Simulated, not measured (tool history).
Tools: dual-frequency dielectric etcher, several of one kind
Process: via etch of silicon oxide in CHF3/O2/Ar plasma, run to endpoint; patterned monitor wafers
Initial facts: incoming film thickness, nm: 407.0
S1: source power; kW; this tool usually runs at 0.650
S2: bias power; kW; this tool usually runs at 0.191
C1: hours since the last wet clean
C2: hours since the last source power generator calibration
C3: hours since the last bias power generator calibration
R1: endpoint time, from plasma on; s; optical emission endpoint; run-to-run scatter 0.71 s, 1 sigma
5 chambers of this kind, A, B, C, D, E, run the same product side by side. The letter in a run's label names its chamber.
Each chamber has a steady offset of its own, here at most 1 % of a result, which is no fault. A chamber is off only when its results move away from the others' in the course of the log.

run     day     S1     S2     C1      C2      C3      R1
 1C   0.396  0.650  0.191  150.9  3939.3   939.7  197.08
 2A   0.721  0.650  0.191  237.5   543.7  4859.7  197.30
 3D   1.150  0.650  0.191  206.1   682.2  3265.3  195.40
 4E   1.383  0.650  0.191  102.4  2781.0  2407.3  194.38
 5B   1.733  0.650  0.191  386.3   318.9   925.4  195.32
 6A   2.025  0.700  0.161  268.8   575.0  4891.0  203.85
 7D   2.354  0.700  0.161  235.0   711.1  3294.2  199.82
      2.525  -- chamber D: bias power generator calibrated
 8E   2.812  0.700  0.161  136.7  2815.3  2441.6  199.88
 9C   3.083  0.700  0.161  215.4  4003.8  1004.2  201.19
10B   3.404  0.700  0.161  426.4   359.0   965.5  202.17
      3.708  -- chamber C: source power generator calibrated
11A   3.800  0.650  0.191  311.4   617.6  4933.6  197.25
12E   4.042  0.650  0.191  166.2  2844.8  2471.1  194.54
13B   4.479  0.700  0.191  452.2   384.8   991.3  192.03
14D   4.688  0.700  0.191  291.0   767.1    51.9  189.34
15C   5.146  0.700  0.191  264.9    34.6  1053.7  190.49
16B   5.617  0.700  0.191  479.5   412.1  1018.6  190.49
17A   6.046  0.700  0.191  365.3   671.5  4987.5  192.80
      6.167  -- chamber E: source power generator calibrated
      6.404  -- chamber A: bias power generator calibrated
18D   6.429  0.650  0.191  332.8   808.9    93.7  192.89
19C   6.792  0.650  0.191  304.4    74.1  1093.2  196.09
20E   7.062  0.650  0.191  238.7    21.6  2543.6  195.94
21A   7.517  0.650  0.191  400.6   706.8    26.8  198.50
22D   7.858  0.650  0.191  367.1   843.2   128.0  192.33
23C   8.183  0.650  0.191  337.8   107.5  1126.6  195.38
24B   8.521  0.560  0.225  549.2   481.8  1088.3  195.18
25E   8.858  0.560  0.225  281.8    64.7  2586.7  195.34
26D   9.167  0.560  0.225  398.5   874.6   159.4  192.12
      9.429  -- chamber B: wet clean of the chamber
27B   9.621  0.560  0.225    4.6   508.2  1114.7  196.52
28C   9.908  0.560  0.225  379.2   148.9  1168.0  195.27
29E  10.158  0.650  0.191  313.0    95.9  2617.9  195.16
30A  10.604  0.650  0.191  474.7   780.9   100.9  197.85
31D  10.983  0.650  0.191  442.1   918.2   203.0  190.75
     11.012  -- chamber A: wet clean of the chamber
32C  11.400  0.650  0.191  415.0   184.7  1203.8  196.54
33B  11.758  0.650  0.191   55.9   559.5  1166.0  195.42
34E  12.008  0.650  0.191  357.4   140.3  2662.3  194.87
35A  12.412  0.650  0.191   33.6   824.3   144.3  198.19

Each of the 5 chambers runs these same settings next. Fill in every chamber's results:
36A  12.750  0.650  0.191               ?
36B  12.750  0.650  0.191               ?
36C  12.750  0.650  0.191               ?
36D  12.750  0.650  0.191               ?
36E  12.750  0.650  0.191               ?

run      R1
36A  196.91
36B  197.18
36C  195.76
36D  190.03
36E  194.55
